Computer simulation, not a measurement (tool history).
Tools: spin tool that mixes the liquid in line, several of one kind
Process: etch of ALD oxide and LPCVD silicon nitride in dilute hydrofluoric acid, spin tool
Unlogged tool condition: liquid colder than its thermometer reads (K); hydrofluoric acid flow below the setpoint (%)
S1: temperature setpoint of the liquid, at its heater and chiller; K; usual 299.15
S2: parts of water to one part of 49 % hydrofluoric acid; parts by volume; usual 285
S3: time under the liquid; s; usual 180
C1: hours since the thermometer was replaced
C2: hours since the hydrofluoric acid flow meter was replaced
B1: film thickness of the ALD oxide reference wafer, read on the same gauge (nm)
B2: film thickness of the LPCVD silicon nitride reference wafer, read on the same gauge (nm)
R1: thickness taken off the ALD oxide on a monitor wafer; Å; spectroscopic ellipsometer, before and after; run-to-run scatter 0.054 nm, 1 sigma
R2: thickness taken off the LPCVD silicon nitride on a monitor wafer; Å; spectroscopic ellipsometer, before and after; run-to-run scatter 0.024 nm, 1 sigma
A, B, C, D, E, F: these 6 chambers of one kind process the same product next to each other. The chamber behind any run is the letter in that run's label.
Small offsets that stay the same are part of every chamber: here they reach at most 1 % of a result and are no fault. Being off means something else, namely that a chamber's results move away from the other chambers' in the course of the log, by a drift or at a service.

| run | hour | S1 | S2 | S3 | C1 | C2 | B1 | B2 | R1 | R2 |
|---|---|---|---|---|---|---|---|---|---|---|
| 1A | 6.4 | 299.15 | 285 | 180 | 114.4 | 1191.6 | 40.019 | 69.988 | 78.213 | 3.2465 |
|  | 9.7 | chamber B: hydrofluoric acid flow meter replaced |
| 2C | 17.3 | 299.15 | 285 | 180 | 675.3 | 760.7 | 39.990 | 70.001 | 79.927 | 3.2018 |
| 3F | 23.7 | 299.15 | 285 | 180 | 406.4 | 1724.7 | 39.999 | 69.982 | 77.188 | 2.9164 |
| 4D | 30.4 | 299.15 | 285 | 180 | 227.0 | 482.4 | 40.030 | 70.004 | 78.983 | 3.2671 |
| 5E | 41.1 | 299.15 | 285 | 180 | 1467.1 | 761.8 | 40.004 | 70.012 | 79.809 | 3.1739 |
| 6B | 50.4 | 299.15 | 285 | 180 | 119.6 | 40.7 | 40.002 | 69.991 | 77.964 | 3.2664 |
| 7A | 62.9 | 299.15 | 285 | 180 | 170.9 | 1248.1 | 39.991 | 70.004 | 78.406 | 3.5262 |
| 8D | 73.1 | 299.15 | 285 | 180 | 269.7 | 525.1 | 39.991 | 70.009 | 79.446 | 3.0125 |
| 9B | 82.5 | 301.65 | 285 | 180 | 151.7 | 72.8 | 40.028 | 69.977 | 84.597 | 3.7108 |
| 10F | 93.2 | 301.65 | 285 | 180 | 475.9 | 1794.2 | 40.016 | 69.988 | 84.834 | 4.0387 |
|  | 100.2 | chamber C: thermometer replaced |
| 11E | 101.3 | 301.65 | 285 | 180 | 1527.3 | 822.0 | 39.995 | 70.006 | 86.295 | 3.7087 |
| 12C | 109.0 | 301.65 | 285 | 180 | 8.8 | 852.4 | 40.019 | 70.001 | 85.595 | 3.6160 |
|  | 113.3 | chamber A: hydrofluoric acid flow meter replaced |
| 13A | 117.0 | 301.65 | 285 | 180 | 225.0 | 3.7 | 39.969 | 69.991 | 85.583 | 3.7635 |
| 14B | 124.5 | 301.65 | 285 | 180 | 193.7 | 114.8 | 40.005 | 69.957 | 85.620 | 3.4393 |
|  | 130.8 | chamber D: hydrofluoric acid flow meter replaced |
| 15D | 133.5 | 303.65 | 285 | 245 | 330.1 | 2.7 | 40.028 | 70.031 | 123.890 | 5.5392 |
| 16C | 140.4 | 303.65 | 285 | 245 | 40.2 | 883.8 | 39.992 | 69.981 | 124.960 | 6.3163 |
| 17E | 149.0 | 303.65 | 285 | 245 | 1575.0 | 869.7 | 39.994 | 70.009 | 126.800 | 5.6012 |
| 18F | 160.6 | 303.65 | 285 | 245 | 543.3 | 1861.6 | 40.023 | 69.977 | 121.360 | 5.7464 |
|  | 161.9 | chamber F: thermometer replaced |
| 19E | 168.8 | 303.65 | 285 | 245 | 1594.8 | 889.5 | 40.007 | 70.010 | 124.380 | 5.7847 |
|  | 179.0 | chamber F: hydrofluoric acid flow meter replaced |
| 20B | 181.4 | 303.65 | 285 | 245 | 250.6 | 171.7 | 40.008 | 69.993 | 123.890 | 4.6899 |
| 21C | 192.1 | 299.15 | 285 | 180 | 91.9 | 935.5 | 39.986 | 70.018 | 76.058 | 3.4594 |
| 22A | 200.4 | 299.15 | 285 | 180 | 308.4 | 87.1 | 40.010 | 70.006 | 79.833 | 2.8089 |
| 23D | 212.5 | 299.15 | 285 | 180 | 409.1 | 81.7 | 39.994 | 70.021 | 78.750 | 3.4665 |
| 24F | 222.0 | 299.15 | 285 | 180 | 60.1 | 43.1 | 40.008 | 69.985 | 78.452 | 3.7038 |
| 25F | 229.9 | 299.15 | 285 | 180 | 68.0 | 51.0 | 39.996 | 70.022 | 78.330 | 3.3799 |
| 26D | 236.6 | 299.15 | 285 | 180 | 433.2 | 105.8 | 40.005 | 70.009 | 79.773 | 3.4172 |
| 27E | 245.4 | 299.15 | 285 | 180 | 1671.4 | 966.1 | 39.993 | 70.020 | 79.385 | 2.9093 |
| 28B | 254.8 | 299.15 | 285 | 180 | 324.0 | 245.1 | 39.996 | 69.985 | 77.949 | 3.6471 |
| 29A | 265.3 | 299.15 | 285 | 180 | 373.3 | 152.0 | 40.004 | 70.004 | 78.636 | 3.2021 |
| 30C | 271.2 | 299.15 | 285 | 180 | 171.0 | 1014.6 | 40.001 | 69.988 | 75.496 | 2.8004 |
| 31A | 280.9 | 299.15 | 285 | 85 | 388.9 | 167.6 | 40.019 | 70.011 | 37.059 | 1.6144 |
| 32E | 293.0 | 299.15 | 285 | 85 | 1719.0 | 1013.7 | 40.002 | 70.013 | 37.772 | 1.6693 |
| 33D | 302.0 | 299.15 | 285 | 85 | 498.6 | 171.2 | 39.991 | 69.971 | 37.491 | 1.4224 |
| 34C | 308.0 | 299.15 | 285 | 85 | 207.8 | 1051.4 | 40.012 | 69.981 | 34.742 | 1.4012 |
| 35F | 317.8 | 299.15 | 285 | 85 | 155.9 | 138.9 | 39.989 | 69.991 | 37.190 | 1.5048 |
| 36B | 326.9 | 299.15 | 285 | 85 | 396.1 | 317.2 | 40.014 | 69.991 | 37.424 | 1.5154 |
|  | 330.9 | chamber D: thermometer replaced |
| 37A | 335.4 | 299.15 | 285 | 180 | 443.4 | 222.1 | 40.012 | 69.984 | 79.011 | 2.9482 |
| 38C | 344.6 | 299.15 | 165 | 180 | 244.4 | 1088.0 | 39.985 | 70.020 | 144.730 | 5.2872 |
| 39F | 354.9 | 299.15 | 165 | 180 | 193.0 | 176.0 | 40.007 | 70.002 | 153.250 | 5.6044 |
| 40B | 361.0 | 299.15 | 165 | 180 | 430.2 | 351.3 | 39.989 | 70.031 | 156.780 | 6.0077 |
| 41E | 368.7 | 299.15 | 165 | 180 | 1794.7 | 1089.4 | 39.988 | 69.998 | 155.190 | 5.3859 |
| 42D | 377.0 | 299.15 | 165 | 180 | 46.2 | 246.2 | 40.017 | 69.993 | 157.370 | 5.4324 |
| 43E | 387.0 | 299.15 | 165 | 180 | 1813.0 | 1107.7 | 39.999 | 69.992 | 155.300 | 5.7132 |

Which is it: a chamber that has drifted or been left off by a service, a gauge drift common to all chambers, or only each chamber's usual small offset? If a chamber is off, name it and its likeliest cause.

Little by little, chamber C moves away from the other chambers.
Most likely cause: hydrofluoric acid flow below the setpoint (%) = 6.58.

Which of the 4 candidates below, each the usual settings with something changed and its results left as question marks, puts chamber C back in line with what the other chambers give on the usual settings?
A result is in line if it is within this distance of the other chambers' mean on the usual settings: R1 1.900 Å; R2 0.8200 Å
| 44C-1 | 396.1 | 299.65 | 300 | 175 |  |  |  |  | ? | ? |
| 44C-2 | 396.1 | 299.15 | 295 | 180 |  |  |  |  | ? | ? |
| 44C-3 | 396.1 | 299.15 | 275 | 180 |  |  |  |  | ? | ? |
| 44C-4 | 396.1 | 298.65 | 270 | 185 |  |  |  |  | ? | ? |

Usual-settings mean across the other chambers: R1 78.778 Å; R2 3.2422 Å
| run | R1 | R2 |
|---|---|---|
| 44C-1 | 67.159 | 2.8330 |
| 44C-2 | 69.411 | 2.8746 |
| 44C-3 | 75.982 | 3.0811 |
| 44C-4 | 78.562 | 3.1271 |
Change 44C-4 lands the chamber within the allowed miss of the other chambers.

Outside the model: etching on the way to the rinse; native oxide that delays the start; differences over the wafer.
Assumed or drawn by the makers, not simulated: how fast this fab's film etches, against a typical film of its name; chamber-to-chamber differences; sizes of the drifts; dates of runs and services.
